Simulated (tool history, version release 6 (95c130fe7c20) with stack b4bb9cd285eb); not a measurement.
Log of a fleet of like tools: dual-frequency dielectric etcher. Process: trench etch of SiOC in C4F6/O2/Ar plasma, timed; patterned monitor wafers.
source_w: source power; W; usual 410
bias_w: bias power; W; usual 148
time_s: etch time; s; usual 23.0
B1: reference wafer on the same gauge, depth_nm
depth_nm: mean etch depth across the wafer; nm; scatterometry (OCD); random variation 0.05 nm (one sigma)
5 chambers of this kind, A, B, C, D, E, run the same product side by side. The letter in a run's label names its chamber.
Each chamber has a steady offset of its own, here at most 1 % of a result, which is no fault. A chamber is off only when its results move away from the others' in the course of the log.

run 1C hour=7.1 | source_w=410 bias_w=148 time_s=23.0 | B1=50.587 | depth_nm=45.350
run 2E hour=14.5 | source_w=410 bias_w=148 time_s=23.0 | B1=50.576 | depth_nm=45.349
-- hour=15.2 chamber B: source power generator calibrated
run 3B hour=20.6 | source_w=410 bias_w=148 time_s=23.0 | B1=50.591 | depth_nm=45.342
run 4D hour=28.0 | source_w=410 bias_w=148 time_s=23.0 | B1=50.588 | depth_nm=44.924
run 5A hour=37.4 | source_w=410 bias_w=148 time_s=23.0 | B1=50.584 | depth_nm=45.275
run 6D hour=49.7 | source_w=410 bias_w=159 time_s=23.0 | B1=50.571 | depth_nm=45.928
run 7E hour=58.2 | source_w=410 bias_w=159 time_s=23.0 | B1=50.563 | depth_nm=46.331
run 8A hour=69.4 | source_w=410 bias_w=159 time_s=23.0 | B1=50.556 | depth_nm=46.139
run 9B hour=76.5 | source_w=410 bias_w=159 time_s=23.0 | B1=50.557 | depth_nm=46.359
run 10C hour=86.0 | source_w=410 bias_w=159 time_s=23.0 | B1=50.546 | depth_nm=46.251
run 11D hour=91.9 | source_w=410 bias_w=148 time_s=23.0 | B1=50.552 | depth_nm=44.969
run 12C hour=103.2 | source_w=410 bias_w=148 time_s=23.0 | B1=50.529 | depth_nm=45.358
run 13A hour=111.0 | source_w=410 bias_w=148 time_s=29.5 | B1=50.520 | depth_nm=57.930
run 14B hour=123.2 | source_w=410 bias_w=148 time_s=29.5 | B1=50.530 | depth_nm=58.231
run 15E hour=133.3 | source_w=410 bias_w=148 time_s=29.5 | B1=50.510 | depth_nm=58.089
run 16D hour=139.3 | source_w=410 bias_w=148 time_s=29.5 | B1=50.525 | depth_nm=57.688
run 17E hour=148.0 | source_w=410 bias_w=148 time_s=29.5 | B1=50.501 | depth_nm=58.028
run 18B hour=153.5 | source_w=410 bias_w=148 time_s=23.0 | B1=50.494 | depth_nm=45.369
run 19C hour=166.2 | source_w=380 bias_w=148 time_s=16.5 | B1=50.497 | depth_nm=31.549
-- hour=171.0 chamber B: bias power generator calibrated
run 20A hour=176.4 | source_w=380 bias_w=148 time_s=16.5 | B1=50.483 | depth_nm=31.399
run 21D hour=188.4 | source_w=380 bias_w=148 time_s=16.5 | B1=50.476 | depth_nm=31.255
run 22B hour=194.7 | source_w=380 bias_w=148 time_s=16.5 | B1=50.471 | depth_nm=31.533
run 23C hour=203.1 | source_w=380 bias_w=148 time_s=16.5 | B1=50.481 | depth_nm=31.455
run 24A hour=210.9 | source_w=370 bias_w=148 time_s=23.0 | B1=50.457 | depth_nm=43.266
run 25E hour=217.6 | source_w=370 bias_w=148 time_s=23.0 | B1=50.453 | depth_nm=43.486
run 26C hour=224.7 | source_w=370 bias_w=148 time_s=23.0 | B1=50.456 | depth_nm=43.473
run 27B hour=233.4 | source_w=370 bias_w=148 time_s=23.0 | B1=50.444 | depth_nm=43.494
run 28E hour=242.7 | source_w=370 bias_w=148 time_s=23.0 | B1=50.444 | depth_nm=43.553
run 29A hour=250.9 | source_w=410 bias_w=148 time_s=23.0 | B1=50.429 | depth_nm=45.067
run 30D hour=257.6 | source_w=310 bias_w=178 time_s=23.0 | B1=50.430 | depth_nm=42.540
run 31E hour=266.0 | source_w=310 bias_w=178 time_s=23.0 | B1=50.442 | depth_nm=42.956
run 32A hour=272.2 | source_w=310 bias_w=178 time_s=23.0 | B1=50.428 | depth_nm=42.755
run 33B hour=280.0 | source_w=310 bias_w=178 time_s=23.0 | B1=50.420 | depth_nm=43.095
run 34C hour=291.9 | source_w=310 bias_w=178 time_s=23.0 | B1=50.408 | depth_nm=42.762
run 35D hour=302.7 | source_w=410 bias_w=148 time_s=23.0 | B1=50.416 | depth_nm=44.720
-- hour=313.3 chamber B: wet clean of the chamber
run 36B hour=315.1 | source_w=410 bias_w=148 time_s=23.0 | B1=50.396 | depth_nm=45.246
run 37D hour=324.5 | source_w=460 bias_w=165 time_s=23.0 | B1=50.384 | depth_nm=48.465
run 38E hour=331.9 | source_w=460 bias_w=165 time_s=23.0 | B1=50.388 | depth_nm=48.960
run 39A hour=344.1 | source_w=460 bias_w=165 time_s=23.0 | B1=50.379 | depth_nm=48.729
run 40C hour=354.5 | source_w=460 bias_w=165 time_s=23.0 | B1=50.363 | depth_nm=48.941

Next, every chamber runs the same settings. What will each give?
run 41A hour=363.6 | source_w=410 bias_w=148 time_s=23.0 | depth_nm=?
run 41B hour=363.6 | source_w=410 bias_w=148 time_s=23.0 | depth_nm=?
run 41C hour=363.6 | source_w=410 bias_w=148 time_s=23.0 | depth_nm=?
run 41D hour=363.6 | source_w=410 bias_w=148 time_s=23.0 | depth_nm=?
run 41E hour=363.6 | source_w=410 bias_w=148 time_s=23.0 | depth_nm=?

run=41A depth_nm=44.981
run=41B depth_nm=45.122
run=41C depth_nm=45.129
run=41D depth_nm=44.751
run=41E depth_nm=45.213
